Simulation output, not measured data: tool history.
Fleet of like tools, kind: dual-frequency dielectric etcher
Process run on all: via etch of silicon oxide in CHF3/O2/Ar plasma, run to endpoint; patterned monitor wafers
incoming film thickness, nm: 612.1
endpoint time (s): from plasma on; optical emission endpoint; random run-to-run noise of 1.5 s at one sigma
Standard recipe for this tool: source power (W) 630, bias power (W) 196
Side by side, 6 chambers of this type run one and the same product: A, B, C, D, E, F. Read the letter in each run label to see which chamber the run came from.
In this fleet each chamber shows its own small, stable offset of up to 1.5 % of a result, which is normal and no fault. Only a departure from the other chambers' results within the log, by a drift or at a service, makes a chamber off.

Run 1E, hour 7.7: usual settings. Result: endpoint time (s) 294.08.
At hour 9.1: chamber C: source power generator calibrated.
Run 2D, hour 23.9: usual settings. Result: endpoint time (s) 296.54.
At hour 26.5: chamber A: wet clean of the chamber.
At hour 33.6: chamber C: wet clean of the chamber.
Run 3F, hour 34.4: usual settings. Result: endpoint time (s) 293.13.
At hour 47: chamber F: wet clean of the chamber.
Run 4A, hour 47.6: usual settings. Result: endpoint time (s) 296.94.
Run 5C, hour 59.3: usual settings. Result: endpoint time (s) 290.34.
At hour 61: chamber B: wet clean of the chamber.
At hour 69.1: chamber E: bias power generator calibrated.
Run 6B, hour 69.5: usual settings. Result: endpoint time (s) 297.4.
Run 7C, hour 78.7: usual settings. Result: endpoint time (s) 290.49.
At hour 82: chamber D: bias power generator calibrated.
Run 8D, hour 86: usual settings. Result: endpoint time (s) 293.48.
Run 9B, hour 99.8: usual settings. Result: endpoint time (s) 296.38.
Run 10E, hour 112.4: usual settings. Result: endpoint time (s) 296.77.
Run 11A, hour 128.9: usual settings. Result: endpoint time (s) 296.93.
Run 12F, hour 145.6: usual settings but source power (W) 730, bias power (W) 153. Result: endpoint time (s) 303.54.
Run 13C, hour 156.9: usual settings but source power (W) 730, bias power (W) 153. Result: endpoint time (s) 299.4.
Run 14A, hour 172.8: usual settings but source power (W) 730, bias power (W) 153. Result: endpoint time (s) 302.37.
Run 15B, hour 188.6: usual settings but source power (W) 730, bias power (W) 153. Result: endpoint time (s) 302.61.
Run 16F, hour 202.6: usual settings but source power (W) 730, bias power (W) 153. Result: endpoint time (s) 302.56.
At hour 207.6: chamber D: wet clean of the chamber.
Run 17D, hour 215.6: usual settings but source power (W) 730, bias power (W) 153. Result: endpoint time (s) 304.04.
Run 18E, hour 223.4: usual settings. Result: endpoint time (s) 295.89.
Run 19C, hour 237.9: usual settings but source power (W) 680, bias power (W) 221. Result: endpoint time (s) 274.23.
Run 20A, hour 253.1: usual settings but source power (W) 680, bias power (W) 221. Result: endpoint time (s) 276.83.
Run 21B, hour 263.9: usual settings but source power (W) 680, bias power (W) 221. Result: endpoint time (s) 275.8.
Run 22E, hour 272.1: usual settings but source power (W) 680, bias power (W) 221. Result: endpoint time (s) 277.2.
Run 23F, hour 283.8: usual settings but source power (W) 680, bias power (W) 221. Result: endpoint time (s) 275.33.
Run 24D, hour 294.9: usual settings but source power (W) 680, bias power (W) 221. Result: endpoint time (s) 275.36.
Run 25A, hour 309.4: usual settings. Result: endpoint time (s) 294.36.
Run 26C, hour 324: usual settings. Result: endpoint time (s) 293.35.
At hour 331.4: chamber E: wet clean of the chamber.
Run 27F, hour 340.6: usual settings. Result: endpoint time (s) 296.09.
Run 28E, hour 351.4: usual settings. Result: endpoint time (s) 307.86.
Run 29D, hour 361.6: usual settings. Result: endpoint time (s) 297.07.
Run 30B, hour 369.3: usual settings. Result: endpoint time (s) 293.98.
Run 31C, hour 382.1: usual settings. Result: endpoint time (s) 291.42.
Run 32E, hour 397.5: usual settings. Result: endpoint time (s) 306.2.
Run 33A, hour 411.4: usual settings. Result: endpoint time (s) 297.98.
Run 34B, hour 422.8: usual settings. Result: endpoint time (s) 295.95.
At hour 428.5: chamber E: source power generator calibrated.
Run 35F, hour 433.9: usual settings. Result: endpoint time (s) 292.4.
Run 36D, hour 446.9: usual settings. Result: endpoint time (s) 295.44.
Run 37A, hour 458.9: usual settings. Result: endpoint time (s) 296.42.
Run 38C, hour 467.2: usual settings but bias power (W) 181. Result: endpoint time (s) 297.02.
Run 39E, hour 474.7: usual settings but bias power (W) 181. Result: endpoint time (s) 317.2.
Run 40B, hour 488.8: usual settings but bias power (W) 181. Result: endpoint time (s) 304.82.
Run 41D, hour 502.2: usual settings but bias power (W) 181. Result: endpoint time (s) 301.16.
Run 42F, hour 511.4: usual settings but bias power (W) 181. Result: endpoint time (s) 300.45.

The same settings go to every chamber for the next run, one line per chamber below. Forecast the results for each:
Run 43A, hour 523.4: usual settings but bias power (W) 180. Result: endpoint time (s) ?.
Run 43B, hour 523.4: usual settings but bias power (W) 180. Result: endpoint time (s) ?.
Run 43C, hour 523.4: usual settings but bias power (W) 180. Result: endpoint time (s) ?.
Run 43D, hour 523.4: usual settings but bias power (W) 180. Result: endpoint time (s) ?.
Run 43E, hour 523.4: usual settings but bias power (W) 180. Result: endpoint time (s) ?.
Run 43F, hour 523.4: usual settings but bias power (W) 180. Result: endpoint time (s) ?.

run  endpoint time (s)
43A             305.54
43B             306.21
43C             296.85
43D              304.2
43E              315.7
43F             304.11

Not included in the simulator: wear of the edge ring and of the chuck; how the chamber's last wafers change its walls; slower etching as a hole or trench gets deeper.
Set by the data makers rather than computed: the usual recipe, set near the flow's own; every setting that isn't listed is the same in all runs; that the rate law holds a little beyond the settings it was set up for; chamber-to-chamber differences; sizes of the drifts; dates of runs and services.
